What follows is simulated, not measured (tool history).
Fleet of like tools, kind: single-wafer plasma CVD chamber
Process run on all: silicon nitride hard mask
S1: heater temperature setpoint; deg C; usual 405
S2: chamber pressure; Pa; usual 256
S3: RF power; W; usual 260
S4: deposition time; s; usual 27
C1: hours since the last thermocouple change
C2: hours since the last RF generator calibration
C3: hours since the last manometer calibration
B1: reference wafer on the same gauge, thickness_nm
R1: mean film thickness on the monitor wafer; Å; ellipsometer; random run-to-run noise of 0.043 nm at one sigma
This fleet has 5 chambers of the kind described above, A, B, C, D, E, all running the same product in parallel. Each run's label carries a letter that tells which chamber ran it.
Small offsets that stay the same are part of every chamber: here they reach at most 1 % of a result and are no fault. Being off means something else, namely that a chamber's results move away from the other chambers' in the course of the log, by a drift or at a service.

run 1B hour=3.6 | S1=405 S2=256 S3=260 S4=27 | C1=164.3 C2=540.3 C3=990.8 | B1=30.301 | R1=295.14
run 2D hour=9.6 | S1=405 S2=256 S3=260 S4=27 | C1=1090.7 C2=229.6 C3=619.4 | B1=30.307 | R1=296.75
run 3C hour=13.5 | S1=405 S2=256 S3=260 S4=27 | C1=1694.1 C2=96.7 C3=1628.1 | B1=30.317 | R1=295.99
run 4A hour=16.9 | S1=405 S2=256 S3=260 S4=27 | C1=184.5 C2=2462.3 C3=1442.6 | B1=30.325 | R1=296.01
run 5E hour=23 | S1=405 S2=256 S3=260 S4=27 | C1=1387.4 C2=302 C3=1512.9 | B1=30.326 | R1=295.71
-- hour=26.3 chamber A: RF generator calibrated
run 6B hour=29.2 | S1=405 S2=256 S3=260 S4=27 | C1=189.9 C2=565.9 C3=1016.4 | B1=30.329 | R1=295.11
run 7A hour=33.7 | S1=405 S2=256 S3=290 S4=27 | C1=201.3 C2=7.5 C3=1459.4 | B1=30.322 | R1=319.42
-- hour=35.3 chamber A: capacitance manometer re-zeroed and calibrated
run 8D hour=38.8 | S1=405 S2=256 S3=290 S4=27 | C1=1119.9 C2=258.8 C3=648.6 | B1=30.342 | R1=319.02
run 9C hour=44 | S1=405 S2=256 S3=290 S4=27 | C1=1724.6 C2=127.2 C3=1658.6 | B1=30.346 | R1=318.6
run 10E hour=49.7 | S1=405 S2=256 S3=290 S4=27 | C1=1414.1 C2=328.7 C3=1539.6 | B1=30.347 | R1=319.59
run 11B hour=54.8 | S1=405 S2=256 S3=290 S4=27 | C1=215.5 C2=591.5 C3=1042 | B1=30.359 | R1=318.48
run 12A hour=59.1 | S1=405 S2=256 S3=260 S4=27 | C1=226.7 C2=32.9 C3=23.8 | B1=30.355 | R1=296.18
run 13D hour=65.3 | S1=405 S2=256 S3=260 S4=27 | C1=1146.4 C2=285.3 C3=675.1 | B1=30.376 | R1=296.81
run 14C hour=70.8 | S1=405 S2=256 S3=260 S4=27 | C1=1751.4 C2=154 C3=1685.4 | B1=30.375 | R1=296.21
run 15E hour=77.5 | S1=405 S2=256 S3=260 S4=27 | C1=1441.9 C2=356.5 C3=1567.4 | B1=30.369 | R1=296.38
run 16E hour=83.2 | S1=405 S2=256 S3=260 S4=27 | C1=1447.6 C2=362.2 C3=1573.1 | B1=30.388 | R1=295.83
-- hour=87.4 chamber C: thermocouple changed; heater temperature recalibrated
run 17D hour=87.5 | S1=405 S2=256 S3=260 S4=27 | C1=1168.6 C2=307.5 C3=697.3 | B1=30.379 | R1=297.34
-- hour=90.5 chamber B: capacitance manometer re-zeroed and calibrated
run 18B hour=91.9 | S1=405 S2=256 S3=260 S4=27 | C1=252.6 C2=628.6 C3=1.5 | B1=30.388 | R1=295.24
run 19C hour=95.1 | S1=405 S2=256 S3=260 S4=27 | C1=7.7 C2=178.3 C3=1709.7 | B1=30.398 | R1=295.67
run 20A hour=98.5 | S1=405 S2=256 S3=260 S4=27 | C1=266.1 C2=72.3 C3=63.2 | B1=30.391 | R1=297.22
run 21A hour=103.1 | S1=405 S2=256 S3=260 S4=27 | C1=270.7 C2=76.9 C3=67.8 | B1=30.403 | R1=296.37
run 22E hour=108.7 | S1=405 S2=256 S3=260 S4=27 | C1=1473.1 C2=387.7 C3=1598.6 | B1=30.406 | R1=296.51
run 23C hour=113.3 | S1=405 S2=256 S3=260 S4=27 | C1=25.9 C2=196.5 C3=1727.9 | B1=30.421 | R1=295.62
run 24B hour=116.3 | S1=405 S2=256 S3=260 S4=27 | C1=277 C2=653 C3=25.9 | B1=30.424 | R1=295.3
run 25D hour=121.9 | S1=405 S2=256 S3=260 S4=27 | C1=1203 C2=341.9 C3=731.7 | B1=30.421 | R1=297.83
run 26E hour=128.4 | S1=405 S2=256 S3=260 S4=27 | C1=1492.8 C2=407.4 C3=1618.3 | B1=30.433 | R1=296.89
run 27B hour=133.9 | S1=405 S2=256 S3=260 S4=27 | C1=294.6 C2=670.6 C3=43.5 | B1=30.44 | R1=295.19
run 28C hour=136.9 | S1=405 S2=256 S3=260 S4=27 | C1=49.5 C2=220.1 C3=1751.5 | B1=30.427 | R1=296.84
run 29D hour=141.8 | S1=405 S2=256 S3=260 S4=27 | C1=1222.9 C2=361.8 C3=751.6 | B1=30.438 | R1=297.35
run 30A hour=147 | S1=405 S2=292 S3=260 S4=29.3 | C1=314.6 C2=120.8 C3=111.7 | B1=30.448 | R1=332.99
run 31B hour=151.1 | S1=405 S2=292 S3=260 S4=29.3 | C1=311.8 C2=687.8 C3=60.7 | B1=30.457 | R1=332.28
run 32D hour=157 | S1=405 S2=292 S3=260 S4=29.3 | C1=1238.1 C2=377 C3=766.8 | B1=30.46 | R1=335.07
run 33E hour=160.1 | S1=405 S2=292 S3=260 S4=29.3 | C1=1524.5 C2=439.1 C3=1650 | B1=30.461 | R1=333.64
run 34A hour=165.1 | S1=405 S2=292 S3=260 S4=29.3 | C1=332.7 C2=138.9 C3=129.8 | B1=30.458 | R1=333.65
run 35C hour=169.7 | S1=405 S2=256 S3=260 S4=27 | C1=82.3 C2=252.9 C3=1784.3 | B1=30.466 | R1=296.33
run 36E hour=174.3 | S1=405 S2=256 S3=260 S4=27 | C1=1538.7 C2=453.3 C3=1664.2 | B1=30.479 | R1=296.39

One chamber off, gauge drift, or nothing amiss beyond the chambers' own small offsets? If it is a chamber, which one, and what is the likeliest cause?

No chamber is off; the gauge reading every chamber's wafers drifts, which makes the whole fleet appear to move together.
Likeliest cause: gauge reads high (%) = 0.593.
